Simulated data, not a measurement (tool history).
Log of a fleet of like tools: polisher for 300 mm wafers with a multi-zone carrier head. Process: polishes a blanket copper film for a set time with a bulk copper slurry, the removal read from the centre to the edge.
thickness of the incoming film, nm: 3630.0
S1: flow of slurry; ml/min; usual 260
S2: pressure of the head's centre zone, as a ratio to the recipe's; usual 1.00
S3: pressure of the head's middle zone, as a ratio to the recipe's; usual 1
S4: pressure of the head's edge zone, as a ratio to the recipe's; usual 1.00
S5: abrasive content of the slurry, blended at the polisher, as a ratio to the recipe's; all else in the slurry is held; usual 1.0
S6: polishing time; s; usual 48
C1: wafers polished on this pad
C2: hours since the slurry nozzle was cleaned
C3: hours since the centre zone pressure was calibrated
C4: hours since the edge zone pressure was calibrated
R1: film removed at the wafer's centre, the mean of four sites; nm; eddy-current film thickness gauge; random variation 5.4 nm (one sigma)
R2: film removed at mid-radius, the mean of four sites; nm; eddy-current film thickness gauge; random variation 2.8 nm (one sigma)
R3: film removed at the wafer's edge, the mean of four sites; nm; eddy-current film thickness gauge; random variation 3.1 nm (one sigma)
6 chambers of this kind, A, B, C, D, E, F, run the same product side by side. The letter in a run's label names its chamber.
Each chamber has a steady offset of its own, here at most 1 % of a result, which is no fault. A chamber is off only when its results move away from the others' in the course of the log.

run,hour,S1,S2,S3,S4,S5,S6,C1,C2,C3,C4,R1,R2,R3
# hour 0.7: chamber F: worn pad replaced by a new one
1A,11.0,260,1.00,1,1.00,1.0,48,111,89.0,225.2,1116.5,422.85,415.88,418.65
2D,20.0,260,1.00,1,1.00,1.0,48,884,347.7,163.1,611.2,419.28,412.27,414.56
3B,30.0,260,1.00,1,1.00,1.0,48,357,96.0,331.9,363.7,409.37,406.34,412.01
4F,39.5,260,1.00,1,1.00,1.0,48,234,136.3,196.8,217.0,399.77,412.47,416.34
# hour 42.5: chamber E: worn pad replaced by a new one
5C,50.7,260,1.00,1,1.09,1.0,32,812,717.1,284.9,1646.1,279.34,276.34,287.86
# hour 61.8: chamber D: worn pad replaced by a new one
6E,62.2,260,1.00,1,1.09,1.0,32,119,186.6,162.5,886.3,279.88,269.22,293.12
7A,72.6,260,1.00,1,1.09,1.0,32,483,150.6,286.8,1178.1,273.70,275.68,292.52
8D,83.0,260,1.00,1,1.09,1.0,32,128,410.7,226.1,674.2,275.88,275.35,294.61
9C,91.9,260,1.00,1,1.09,1.0,32,1061,758.3,326.1,1687.3,273.66,275.66,292.03
# hour 92.4: chamber C: worn pad replaced by a new one
# hour 99.6: chamber A: worn pad replaced by a new one
# hour 101.5: chamber F: slurry nozzle cleaned
10E,102.5,260,1.00,1,1.09,1.0,32,362,226.9,202.8,926.6,276.01,273.48,292.52
11B,108.2,260,1.00,1,1.00,1.0,48,829,174.2,410.1,441.9,411.08,409.24,412.98
# hour 113.5: chamber C: edge zone pressure recalibrated
12F,115.8,260,1.00,1,1.00,1.0,48,694,14.4,273.1,293.3,410.14,412.43,413.30
13B,127.4,260,1.00,1,1.00,1.0,48,944,193.4,429.3,461.1,398.91,404.32,404.98
# hour 136.2: chamber B: worn pad replaced by a new one
14C,136.2,260,1.00,1,1.00,1.0,48,264,802.6,370.4,22.8,415.16,416.62,407.63
# hour 136.3: chamber C: centre zone pressure recalibrated
# hour 138.7: chamber E: worn pad replaced by a new one
15A,144.6,260,1.00,1,1.00,1.0,48,272,222.6,358.8,1250.1,422.19,418.56,419.54
16E,154.2,260,1.00,1,1.00,1.0,48,93,278.6,254.5,978.3,414.52,409.19,422.33
17D,162.3,260,1.00,1,1.00,1.2,48,606,490.0,305.4,753.5,429.10,425.80,434.82
# hour 163.5: chamber D: slurry nozzle cleaned
18F,168.9,260,1.00,1,1.00,1.2,48,1014,67.5,326.2,346.4,438.86,430.79,424.92
19A,175.7,260,1.00,1,1.00,1.2,48,459,253.7,389.9,1281.2,437.50,432.14,432.38
20C,184.4,260,1.00,1,1.00,1.2,48,555,850.8,48.1,71.0,434.44,430.44,434.51
# hour 188.8: chamber D: edge zone pressure recalibrated
21E,194.9,260,1.00,1,1.00,1.2,48,339,319.3,295.2,1019.0,437.46,426.41,437.16
22B,202.6,260,1.00,1,1.00,1.2,48,400,268.6,504.5,536.3,424.77,428.51,427.98
23D,211.3,260,1.00,1,1.00,1.0,48,902,47.8,354.4,22.5,417.34,413.34,419.29
24F,219.6,260,1.00,1,1.00,1.0,48,1320,118.2,376.9,397.1,406.65,422.92,415.65
# hour 220.7: chamber A: worn pad replaced by a new one
# hour 223.1: chamber A: edge zone pressure recalibrated
25C,230.9,260,1.00,1,1.00,1.0,48,836,897.3,94.6,117.5,408.62,413.94,411.47
# hour 233.5: chamber E: worn pad replaced by a new one
26B,236.8,260,1.00,1,1.00,1.0,48,607,302.8,538.7,570.5,416.01,407.08,411.30
# hour 237.1: chamber F: worn pad replaced by a new one
# hour 244.5: chamber D: worn pad replaced by a new one
27E,248.2,260,1.00,1,1.00,1.0,48,88,372.6,348.5,1072.3,416.22,406.53,422.04
28F,258.1,260,1.00,1,1.00,1.0,48,126,156.7,415.4,435.6,412.43,417.28,409.78
# hour 258.9: chamber C: worn pad replaced by a new one
# hour 264.6: chamber B: worn pad replaced by a new one
29A,265.7,260,1.00,1,1.00,1.0,48,271,343.7,479.9,42.7,399.87,411.50,418.11
# hour 276.2: chamber F: centre zone pressure recalibrated
# hour 276.6: chamber C: slurry nozzle cleaned
30D,277.0,260,1.00,1,1.00,1.0,48,196,113.5,420.1,88.2,408.66,416.22,415.66
31F,287.2,260,1.00,1,1.00,1.0,48,302,185.8,11.0,464.7,413.01,418.30,416.39
32D,293.6,260,1.00,1,1.00,1.0,48,296,130.1,436.7,104.8,404.35,413.08,418.74
33E,299.2,260,1.00,1,1.00,1.0,48,396,423.6,399.5,1123.3,415.49,412.18,418.94
34B,304.7,260,1.00,1,1.00,1.0,48,242,370.7,606.6,638.4,407.33,410.13,416.71
35A,312.4,260,1.00,1,1.00,1.0,48,553,390.4,526.6,89.4,387.90,413.67,414.31
# hour 312.8: chamber F: slurry nozzle cleaned
36C,320.6,260,1.00,1,1.00,1.0,48,372,44.0,184.3,207.2,421.24,413.63,413.23
# hour 327.5: chamber E: edge zone pressure recalibrated
37E,331.3,260,1.00,1,1.00,1.0,48,590,455.7,431.6,3.9,413.97,411.60,413.59
38F,342.3,260,1.00,1,1.00,1.0,48,634,29.5,66.1,519.8,409.07,418.32,415.24
39D,349.9,260,1.12,1,1.00,1.0,42,636,186.4,493.0,161.1,415.38,360.15,364.28

Is one chamber off against the others, does the gauge drift, or is nothing wrong? If a chamber is off, say which, and what the likeliest cause is.

Chamber A drifts away from the others.
Cause: centre zone's pressure below its setpoint, % = 7.42.

Here are 4 candidates for chamber A's next run, each the usual settings with a change, their results left as question marks. Which one brings its results back in line with what the others give on the usual settings?
In line means no further than this from the other chambers' mean on the usual settings: R1 19.00 nm; R2 9.90 nm; R3 11.00 nm
40A-1,358.3,255,0.93,1.01,1.02,1.0,48,,,,,?,?,?
40A-2,358.3,250,0.87,1.03,1.05,1.0,47,,,,,?,?,?
40A-3,358.3,270,1.14,0.97,0.95,1.0,49,,,,,?,?,?
40A-4,358.3,265,1.07,0.99,0.98,1.0,48,,,,,?,?,?

The other chambers' mean on the usual settings: R1 414.54 nm; R2 413.25 nm; R3 414.74 nm
run,R1,R2,R3
40A-1,353.85,415.94,419.25
40A-2,321.25,413.94,416.07
40A-3,453.54,411.15,414.65
40A-4,414.07,409.76,412.01
40A-4 brings the chamber back in line.
